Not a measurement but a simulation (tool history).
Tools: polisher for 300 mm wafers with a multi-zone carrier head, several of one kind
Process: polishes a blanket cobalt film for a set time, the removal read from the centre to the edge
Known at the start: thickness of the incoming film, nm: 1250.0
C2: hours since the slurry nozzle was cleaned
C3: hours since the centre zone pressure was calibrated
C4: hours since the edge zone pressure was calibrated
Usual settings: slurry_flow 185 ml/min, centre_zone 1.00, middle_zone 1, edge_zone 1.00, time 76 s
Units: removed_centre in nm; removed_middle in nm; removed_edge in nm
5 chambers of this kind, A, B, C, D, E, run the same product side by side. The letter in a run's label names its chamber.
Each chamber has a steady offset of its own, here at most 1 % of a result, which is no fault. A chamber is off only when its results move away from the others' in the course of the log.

run 1D hour=2.7 | slurry_flow=185 centre_zone=1.00 middle_zone=1 edge_zone=1.00 time=76 | wafers_polished_on_this_pad=365 C2=517.3 C3=778.2 C4=420.3 | removed_centre=378.28 removed_middle=374.70 removed_edge=378.26
-- hour=3.9 chamber D: slurry nozzle cleaned
run 2A hour=5.5 | slurry_flow=185 centre_zone=1.00 middle_zone=1 edge_zone=1.00 time=76 | wafers_polished_on_this_pad=199 C2=171.1 C3=280.5 C4=804.6 | removed_centre=386.68 removed_middle=378.28 removed_edge=380.18
run 3B hour=7.4 | slurry_flow=185 centre_zone=1.00 middle_zone=1 edge_zone=1.00 time=76 | wafers_polished_on_this_pad=560 C2=112.2 C3=349.3 C4=1194.4 | removed_centre=380.55 removed_middle=381.35 removed_edge=379.78
-- hour=9.5 chamber E: worn pad replaced by a new one
run 4E hour=11.6 | slurry_flow=185 centre_zone=1.00 middle_zone=1 edge_zone=1.00 time=76 | wafers_polished_on_this_pad=26 C2=723.8 C3=669.8 C4=588.7 | removed_centre=377.50 removed_middle=386.53 removed_edge=384.11
run 5C hour=13.6 | slurry_flow=185 centre_zone=1.00 middle_zone=1 edge_zone=1.00 time=76 | wafers_polished_on_this_pad=1009 C2=450.2 C3=334.3 C4=458.5 | removed_centre=375.90 removed_middle=383.41 removed_edge=381.24
run 6B hour=17.6 | slurry_flow=185 centre_zone=1.00 middle_zone=1 edge_zone=1.00 time=76 | wafers_polished_on_this_pad=685 C2=122.4 C3=359.5 C4=1204.6 | removed_centre=383.62 removed_middle=379.44 removed_edge=377.68
run 7D hour=21.3 | slurry_flow=235 centre_zone=1.04 middle_zone=1 edge_zone=1.00 time=76 | wafers_polished_on_this_pad=592 C2=17.4 C3=796.8 C4=438.9 | removed_centre=408.32 removed_middle=396.14 removed_edge=392.02
run 8A hour=23.3 | slurry_flow=235 centre_zone=1.04 middle_zone=1 edge_zone=1.00 time=76 | wafers_polished_on_this_pad=416 C2=188.9 C3=298.3 C4=822.4 | removed_centre=413.95 removed_middle=387.04 removed_edge=389.57
run 9C hour=27.4 | slurry_flow=235 centre_zone=1.04 middle_zone=1 edge_zone=1.00 time=76 | wafers_polished_on_this_pad=1178 C2=464.0 C3=348.1 C4=472.3 | removed_centre=411.26 removed_middle=397.25 removed_edge=389.00
run 10E hour=29.5 | slurry_flow=235 centre_zone=1.04 middle_zone=1 edge_zone=1.00 time=76 | wafers_polished_on_this_pad=245 C2=741.7 C3=687.7 C4=606.6 | removed_centre=411.64 removed_middle=392.47 removed_edge=386.76
run 11D hour=33.7 | slurry_flow=235 centre_zone=1.04 middle_zone=1 edge_zone=1.00 time=76 | wafers_polished_on_this_pad=744 C2=29.8 C3=809.2 C4=451.3 | removed_centre=410.70 removed_middle=389.50 removed_edge=388.90
run 12C hour=35.7 | slurry_flow=185 centre_zone=1.00 middle_zone=1 edge_zone=1.00 time=76 | wafers_polished_on_this_pad=1280 C2=472.3 C3=356.4 C4=480.6 | removed_centre=379.71 removed_middle=381.29 removed_edge=376.45
run 13B hour=38.7 | slurry_flow=185 centre_zone=1.00 middle_zone=1 edge_zone=1.00 time=76 | wafers_polished_on_this_pad=943 C2=143.5 C3=380.6 C4=1225.7 | removed_centre=376.93 removed_middle=382.18 removed_edge=384.25
run 14E hour=41.2 | slurry_flow=185 centre_zone=1.00 middle_zone=1 edge_zone=1.00 time=76 | wafers_polished_on_this_pad=388 C2=753.4 C3=699.4 C4=618.3 | removed_centre=378.32 removed_middle=382.59 removed_edge=379.59
-- hour=42.5 chamber D: worn pad replaced by a new one
run 15A hour=43.2 | slurry_flow=185 centre_zone=1.00 middle_zone=1 edge_zone=1.00 time=76 | wafers_polished_on_this_pad=659 C2=208.8 C3=318.2 C4=842.3 | removed_centre=380.93 removed_middle=378.74 removed_edge=380.65
run 16B hour=47.1 | slurry_flow=165 centre_zone=1.00 middle_zone=1 edge_zone=1.00 time=86 | wafers_polished_on_this_pad=1045 C2=151.9 C3=389.0 C4=1234.1 | removed_centre=419.29 removed_middle=427.82 removed_edge=426.05
-- hour=47.7 chamber C: worn pad replaced by a new one
run 17E hour=49.5 | slurry_flow=165 centre_zone=1.00 middle_zone=1 edge_zone=1.00 time=86 | wafers_polished_on_this_pad=490 C2=761.7 C3=707.7 C4=626.6 | removed_centre=419.81 removed_middle=425.31 removed_edge=425.14
run 18D hour=52.0 | slurry_flow=165 centre_zone=1.00 middle_zone=1 edge_zone=1.00 time=86 | wafers_polished_on_this_pad=117 C2=48.1 C3=827.5 C4=469.6 | removed_centre=413.48 removed_middle=422.73 removed_edge=420.81
run 19A hour=54.9 | slurry_flow=165 centre_zone=1.00 middle_zone=1 edge_zone=1.00 time=86 | wafers_polished_on_this_pad=803 C2=220.5 C3=329.9 C4=854.0 | removed_centre=418.51 removed_middle=413.70 removed_edge=425.36
run 20C hour=56.9 | slurry_flow=165 centre_zone=1.00 middle_zone=1 edge_zone=1.00 time=86 | wafers_polished_on_this_pad=113 C2=493.5 C3=377.6 C4=501.8 | removed_centre=425.31 removed_middle=420.48 removed_edge=420.64
run 21E hour=61.1 | slurry_flow=235 centre_zone=1.00 middle_zone=1 edge_zone=1.00 time=76 | wafers_polished_on_this_pad=631 C2=773.3 C3=719.3 C4=638.2 | removed_centre=390.51 removed_middle=394.93 removed_edge=383.34
run 22D hour=64.3 | slurry_flow=235 centre_zone=1.00 middle_zone=1 edge_zone=1.00 time=76 | wafers_polished_on_this_pad=267 C2=60.4 C3=839.8 C4=481.9 | removed_centre=390.99 removed_middle=392.97 removed_edge=395.00
run 23A hour=66.2 | slurry_flow=235 centre_zone=1.00 middle_zone=1 edge_zone=1.00 time=76 | wafers_polished_on_this_pad=941 C2=231.8 C3=341.2 C4=865.3 | removed_centre=394.62 removed_middle=383.45 removed_edge=384.61
-- hour=68.2 chamber B: worn pad replaced by a new one
run 24B hour=70.6 | slurry_flow=235 centre_zone=1.00 middle_zone=1 edge_zone=1.00 time=76 | wafers_polished_on_this_pad=29 C2=175.4 C3=412.5 C4=1257.6 | removed_centre=395.19 removed_middle=393.45 removed_edge=383.29
run 25C hour=73.3 | slurry_flow=235 centre_zone=1.00 middle_zone=1 edge_zone=1.00 time=76 | wafers_polished_on_this_pad=313 C2=509.9 C3=394.0 C4=518.2 | removed_centre=402.13 removed_middle=399.01 removed_edge=387.21
run 26D hour=75.5 | slurry_flow=185 centre_zone=1.00 middle_zone=1 edge_zone=1.00 time=76 | wafers_polished_on_this_pad=404 C2=71.6 C3=851.0 C4=493.1 | removed_centre=377.99 removed_middle=378.20 removed_edge=380.00
run 27A hour=78.4 | slurry_flow=185 centre_zone=1.00 middle_zone=1 edge_zone=1.00 time=76 | wafers_polished_on_this_pad=1090 C2=244.0 C3=353.4 C4=877.5 | removed_centre=377.18 removed_middle=378.06 removed_edge=379.87
-- hour=79.2 chamber A: edge zone pressure recalibrated
run 28E hour=82.4 | slurry_flow=185 centre_zone=1.00 middle_zone=1 edge_zone=1.00 time=76 | wafers_polished_on_this_pad=892 C2=794.6 C3=740.6 C4=659.5 | removed_centre=377.96 removed_middle=377.91 removed_edge=376.95
run 29B hour=84.4 | slurry_flow=185 centre_zone=1.00 middle_zone=1 edge_zone=1.00 time=76 | wafers_polished_on_this_pad=198 C2=189.2 C3=426.3 C4=1271.4 | removed_centre=385.91 removed_middle=383.29 removed_edge=380.22
run 30C hour=86.7 | slurry_flow=185 centre_zone=1.00 middle_zone=1 edge_zone=1.00 time=76 | wafers_polished_on_this_pad=477 C2=523.3 C3=407.4 C4=531.6 | removed_centre=383.31 removed_middle=378.22 removed_edge=373.58
run 31B hour=89.0 | slurry_flow=185 centre_zone=1.00 middle_zone=1 edge_zone=1.00 time=76 | wafers_polished_on_this_pad=254 C2=193.8 C3=430.9 C4=1276.0 | removed_centre=381.32 removed_middle=378.23 removed_edge=378.40
run 32C hour=91.8 | slurry_flow=185 centre_zone=1.00 middle_zone=1 edge_zone=1.00 time=76 | wafers_polished_on_this_pad=539 C2=528.4 C3=412.5 C4=536.7 | removed_centre=386.51 removed_middle=376.60 removed_edge=377.06
run 33E hour=94.7 | slurry_flow=185 centre_zone=1.00 middle_zone=1 edge_zone=0.94 time=54 | wafers_polished_on_this_pad=1042 C2=806.9 C3=752.9 C4=671.8 | removed_centre=268.17 removed_middle=269.73 removed_edge=259.75
run 34D hour=98.8 | slurry_flow=185 centre_zone=1.00 middle_zone=1 edge_zone=0.94 time=54 | wafers_polished_on_this_pad=689 C2=94.9 C3=874.3 C4=516.4 | removed_centre=272.81 removed_middle=266.78 removed_edge=257.43
-- hour=100.1 chamber D: worn pad replaced by a new one
run 35A hour=101.3 | slurry_flow=185 centre_zone=1.00 middle_zone=1 edge_zone=0.94 time=54 | wafers_polished_on_this_pad=1370 C2=266.9 C3=376.3 C4=22.2 | removed_centre=271.67 removed_middle=265.19 removed_edge=261.04
run 36B hour=104.2 | slurry_flow=185 centre_zone=1.00 middle_zone=1 edge_zone=0.94 time=54 | wafers_polished_on_this_pad=440 C2=209.0 C3=446.1 C4=1291.2 | removed_centre=269.65 removed_middle=272.92 removed_edge=260.34
run 37A hour=107.0 | slurry_flow=185 centre_zone=1.00 middle_zone=1 edge_zone=0.94 time=54 | wafers_polished_on_this_pad=1439 C2=272.6 C3=382.0 C4=27.9 | removed_centre=272.40 removed_middle=267.18 removed_edge=261.02
-- hour=107.5 chamber A: worn pad replaced by a new one
run 38D hour=109.8 | slurry_flow=185 centre_zone=0.96 middle_zone=1 edge_zone=0.96 time=76 | wafers_polished_on_this_pad=118 C2=105.9 C3=885.3 C4=527.4 | removed_centre=360.27 removed_middle=374.52 removed_edge=370.98
run 39E hour=112.4 | slurry_flow=185 centre_zone=0.96 middle_zone=1 edge_zone=0.96 time=76 | wafers_polished_on_this_pad=1259 C2=824.6 C3=770.6 C4=689.5 | removed_centre=365.67 removed_middle=381.14 removed_edge=366.43
run 40C hour=116.6 | slurry_flow=185 centre_zone=0.96 middle_zone=1 edge_zone=0.96 time=76 | wafers_polished_on_this_pad=842 C2=553.2 C3=437.3 C4=561.5 | removed_centre=372.08 removed_middle=381.85 removed_edge=368.18
-- hour=117.5 chamber E: worn pad replaced by a new one
run 41E hour=119.2 | slurry_flow=185 centre_zone=0.96 middle_zone=1 edge_zone=0.96 time=76 | wafers_polished_on_this_pad=21 C2=831.4 C3=777.4 C4=696.3 | removed_centre=364.11 removed_middle=378.12 removed_edge=370.21
run 42D hour=123.3 | slurry_flow=185 centre_zone=0.96 middle_zone=1 edge_zone=0.96 time=76 | wafers_polished_on_this_pad=283 C2=119.4 C3=898.8 C4=540.9 | removed_centre=365.45 removed_middle=377.57 removed_edge=376.46
run 43A hour=125.9 | slurry_flow=185 centre_zone=1.00 middle_zone=1 edge_zone=1.00 time=76 | wafers_polished_on_this_pad=225 C2=291.5 C3=400.9 C4=46.8 | removed_centre=379.27 removed_middle=374.58 removed_edge=379.89

Is one chamber off against the others, does the gauge drift, or is nothing wrong? If a chamber is off, say which, and what the likeliest cause is.

Chamber C drifts away from the others.
Cause: centre zone's pressure above its setpoint, % = 3.95.

Here are 4 candidates for chamber C's next run, each the usual settings with a change, their results left as question marks. Which one brings its results back in line with what the others give on the usual settings?
In line means no further than this from the other chambers' mean on the usual settings: removed_centre 8.60 nm; removed_middle 8.30 nm; removed_edge 10.00 nm
run 44C-1 hour=129.0 | slurry_flow=180 centre_zone=0.94 middle_zone=0.99 edge_zone=1.03 time=76 | removed_centre=? removed_middle=? removed_edge=?
run 44C-2 hour=129.0 | slurry_flow=180 centre_zone=0.97 middle_zone=1.00 edge_zone=1.02 time=76 | removed_centre=? removed_middle=? removed_edge=?
run 44C-3 hour=129.0 | slurry_flow=190 centre_zone=1.06 middle_zone=1.01 edge_zone=0.97 time=76 | removed_centre=? removed_middle=? removed_edge=?
run 44C-4 hour=129.0 | slurry_flow=190 centre_zone=1.03 middle_zone=1.00 edge_zone=0.98 time=76 | removed_centre=? removed_middle=? removed_edge=?

The other chambers' mean on the usual settings: removed_centre 379.81 nm; removed_middle 379.01 nm; removed_edge 380.16 nm
run=44C-1 removed_centre=365.93 removed_middle=378.16 removed_edge=383.54
run=44C-2 removed_centre=378.98 removed_middle=381.58 removed_edge=381.50
run=44C-3 removed_centre=422.03 removed_middle=388.10 removed_edge=373.76
run=44C-4 removed_centre=408.85 removed_middle=384.65 removed_edge=375.82
44C-2 brings the chamber back in line.
